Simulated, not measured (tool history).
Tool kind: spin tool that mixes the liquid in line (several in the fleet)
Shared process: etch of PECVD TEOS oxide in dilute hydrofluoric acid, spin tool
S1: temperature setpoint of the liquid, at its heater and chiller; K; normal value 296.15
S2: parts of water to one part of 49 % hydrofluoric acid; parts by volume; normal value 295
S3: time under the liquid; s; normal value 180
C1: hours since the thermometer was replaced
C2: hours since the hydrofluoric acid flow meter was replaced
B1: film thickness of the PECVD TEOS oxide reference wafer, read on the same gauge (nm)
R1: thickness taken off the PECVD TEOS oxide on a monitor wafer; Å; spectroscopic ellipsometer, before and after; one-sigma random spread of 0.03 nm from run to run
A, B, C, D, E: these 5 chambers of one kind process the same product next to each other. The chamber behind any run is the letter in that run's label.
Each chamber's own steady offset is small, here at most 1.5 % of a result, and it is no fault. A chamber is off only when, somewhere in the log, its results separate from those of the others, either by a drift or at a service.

{"run": "1D", "day": 0.204, "S1": 296.15, "S2": 295, "S3": 180, "C1": 1190.2, "C2": 367.7, "B1": 100.01, "R1": 40.721}
{"run": "2A", "day": 0.5, "S1": 296.15, "S2": 295, "S3": 180, "C1": 522.5, "C2": 395.8, "B1": 100.03, "R1": 40.841}
{"run": "3C", "day": 0.738, "S1": 296.15, "S2": 295, "S3": 180, "C1": 1795.5, "C2": 1622.6, "B1": 100.03, "R1": 40.37}
{"run": "4B", "day": 0.912, "S1": 296.15, "S2": 295, "S3": 180, "C1": 79.4, "C2": 1308.9, "B1": 100.0, "R1": 41.615}
{"run": "5E", "day": 1.054, "S1": 296.15, "S2": 295, "S3": 180, "C1": 1762.9, "C2": 594.7, "B1": 99.98, "R1": 40.227}
{"run": "6B", "day": 1.212, "S1": 296.15, "S2": 295, "S3": 180, "C1": 86.6, "C2": 1316.1, "B1": 100.01, "R1": 41.384}
{"run": "7C", "day": 1.458, "S1": 296.15, "S2": 295, "S3": 180, "C1": 1812.8, "C2": 1639.9, "B1": 100.0, "R1": 40.329}
{"run": "8A", "day": 1.671, "S1": 296.15, "S2": 295, "S3": 180, "C1": 550.6, "C2": 423.9, "B1": 100.03, "R1": 40.637}
{"run": "9E", "day": 1.967, "S1": 296.15, "S2": 295, "S3": 180, "C1": 1784.8, "C2": 616.6, "B1": 99.999, "R1": 40.884}
{"run": "10D", "day": 2.208, "S1": 296.15, "S2": 295, "S3": 180, "C1": 1238.3, "C2": 415.8, "B1": 99.999, "R1": 40.15}
{"run": "11B", "day": 2.504, "S1": 296.15, "S2": 345, "S3": 180, "C1": 117.6, "C2": 1347.1, "B1": 100.01, "R1": 33.287}
{"run": "12D", "day": 2.754, "S1": 296.15, "S2": 345, "S3": 180, "C1": 1251.4, "C2": 428.9, "B1": 100.02, "R1": 32.714}
{"run": "13E", "day": 2.933, "S1": 296.15, "S2": 345, "S3": 180, "C1": 1808.0, "C2": 639.8, "B1": 99.987, "R1": 33.527}
{"run": "14C", "day": 3.188, "S1": 296.15, "S2": 345, "S3": 180, "C1": 1854.3, "C2": 1681.4, "B1": 99.95, "R1": 33.411}
{"run": "15A", "day": 3.483, "S1": 296.15, "S2": 345, "S3": 180, "C1": 594.1, "C2": 467.4, "B1": 100.01, "R1": 33.078}
{"run": "16B", "day": 3.725, "S1": 296.15, "S2": 295, "S3": 180, "C1": 146.9, "C2": 1376.4, "B1": 99.978, "R1": 41.422}
{"run": "17C", "day": 3.925, "S1": 296.15, "S2": 295, "S3": 180, "C1": 1872.0, "C2": 1699.1, "B1": 100.02, "R1": 40.983}
{"run": "18E", "day": 4.129, "S1": 296.15, "S2": 295, "S3": 180, "C1": 1836.7, "C2": 668.5, "B1": 99.976, "R1": 41.203}
{"run": "19A", "day": 4.396, "S1": 296.15, "S2": 295, "S3": 180, "C1": 616.0, "C2": 489.3, "B1": 99.986, "R1": 40.584}
{"run": "20D", "day": 4.596, "S1": 296.15, "S2": 295, "S3": 180, "C1": 1295.6, "C2": 473.1, "B1": 100.0, "R1": 40.334}
{"run": "21C", "day": 4.738, "S1": 296.15, "S2": 295, "S3": 180, "C1": 1891.5, "C2": 1718.6, "B1": 99.998, "R1": 40.393}
{"run": "22A", "day": 4.938, "S1": 299.15, "S2": 295, "S3": 180, "C1": 629.0, "C2": 502.3, "B1": 99.97, "R1": 45.076}
{"run": "23D", "day": 5.2, "S1": 299.15, "S2": 295, "S3": 180, "C1": 1310.1, "C2": 487.6, "B1": 100.0, "R1": 45.396}
{"run": "24B", "day": 5.379, "S1": 299.15, "S2": 295, "S3": 180, "C1": 186.6, "C2": 1416.1, "B1": 100.01, "R1": 45.614}
{"run": "25E", "day": 5.638, "S1": 299.15, "S2": 295, "S3": 180, "C1": 1872.9, "C2": 704.7, "B1": 100.02, "R1": 45.883}
{"run": "26B", "day": 5.854, "S1": 299.15, "S2": 295, "S3": 180, "C1": 198.0, "C2": 1427.5, "B1": 99.954, "R1": 46.037}
{"run": "27A", "day": 6.05, "S1": 296.15, "S2": 295, "S3": 180, "C1": 655.7, "C2": 529.0, "B1": 99.984, "R1": 39.589}
{"run": "28D", "day": 6.288, "S1": 296.15, "S2": 295, "S3": 180, "C1": 1336.2, "C2": 513.7, "B1": 100.02, "R1": 40.055}
{"run": "29C", "day": 6.529, "S1": 296.15, "S2": 295, "S3": 180, "C1": 1934.5, "C2": 1761.6, "B1": 100.02, "R1": 40.291}
{"day": 6.562, "done": "chamber E: thermometer replaced"}
{"run": "30E", "day": 6.783, "S1": 296.15, "S2": 295, "S3": 180, "C1": 5.4, "C2": 732.2, "B1": 100.03, "R1": 40.632}
{"run": "31C", "day": 6.942, "S1": 296.15, "S2": 295, "S3": 180, "C1": 1944.4, "C2": 1771.5, "B1": 99.987, "R1": 40.4}
{"day": 7.038, "done": "chamber C: thermometer replaced"}
{"run": "32B", "day": 7.108, "S1": 296.15, "S2": 295, "S3": 180, "C1": 228.1, "C2": 1457.6, "B1": 100.01, "R1": 41.392}
{"run": "33E", "day": 7.329, "S1": 296.15, "S2": 425, "S3": 110, "C1": 18.5, "C2": 745.3, "B1": 100.02, "R1": 15.322}
{"run": "34A", "day": 7.55, "S1": 296.15, "S2": 425, "S3": 110, "C1": 691.7, "C2": 565.0, "B1": 100.02, "R1": 14.939}
{"run": "35D", "day": 7.725, "S1": 296.15, "S2": 425, "S3": 110, "C1": 1370.7, "C2": 548.2, "B1": 99.936, "R1": 14.99}
{"run": "36D", "day": 7.862, "S1": 296.15, "S2": 425, "S3": 110, "C1": 1374.0, "C2": 551.5, "B1": 99.993, "R1": 15.063}
{"run": "37B", "day": 8.046, "S1": 296.15, "S2": 425, "S3": 110, "C1": 250.6, "C2": 1480.1, "B1": 100.0, "R1": 15.606}
{"run": "38C", "day": 8.317, "S1": 296.15, "S2": 295, "S3": 180, "C1": 30.7, "C2": 1804.5, "B1": 100.04, "R1": 40.171}
{"run": "39E", "day": 8.6, "S1": 299.15, "S2": 420, "S3": 180, "C1": 49.0, "C2": 775.8, "B1": 100.0, "R1": 28.191}
{"run": "40A", "day": 8.879, "S1": 299.15, "S2": 420, "S3": 180, "C1": 723.6, "C2": 596.9, "B1": 99.964, "R1": 27.02}
{"run": "41B", "day": 9.167, "S1": 299.15, "S2": 420, "S3": 180, "C1": 277.5, "C2": 1507.0, "B1": 100.03, "R1": 28.241}
{"run": "42E", "day": 9.446, "S1": 299.15, "S2": 420, "S3": 180, "C1": 69.3, "C2": 796.1, "B1": 100.02, "R1": 28.369}
{"run": "43A", "day": 9.688, "S1": 299.15, "S2": 420, "S3": 180, "C1": 743.0, "C2": 616.3, "B1": 99.981, "R1": 27.132}
{"run": "44D", "day": 9.85, "S1": 300.15, "S2": 295, "S3": 180, "C1": 1421.7, "C2": 599.2, "B1": 99.989, "R1": 46.433}

Next, every chamber runs the same settings. What will each give?
{"run": "45A", "day": 10.067, "S1": 291.65, "S2": 295, "S3": 180, "R1": "?"}
{"run": "45B", "day": 10.067, "S1": 291.65, "S2": 295, "S3": 180, "R1": "?"}
{"run": "45C", "day": 10.067, "S1": 291.65, "S2": 295, "S3": 180, "R1": "?"}
{"run": "45D", "day": 10.067, "S1": 291.65, "S2": 295, "S3": 180, "R1": "?"}
{"run": "45E", "day": 10.067, "S1": 291.65, "S2": 295, "S3": 180, "R1": "?"}

run=45A R1=33.009
run=45B R1=34.666
run=45C R1=34.474
run=45D R1=34.113
run=45E R1=34.623
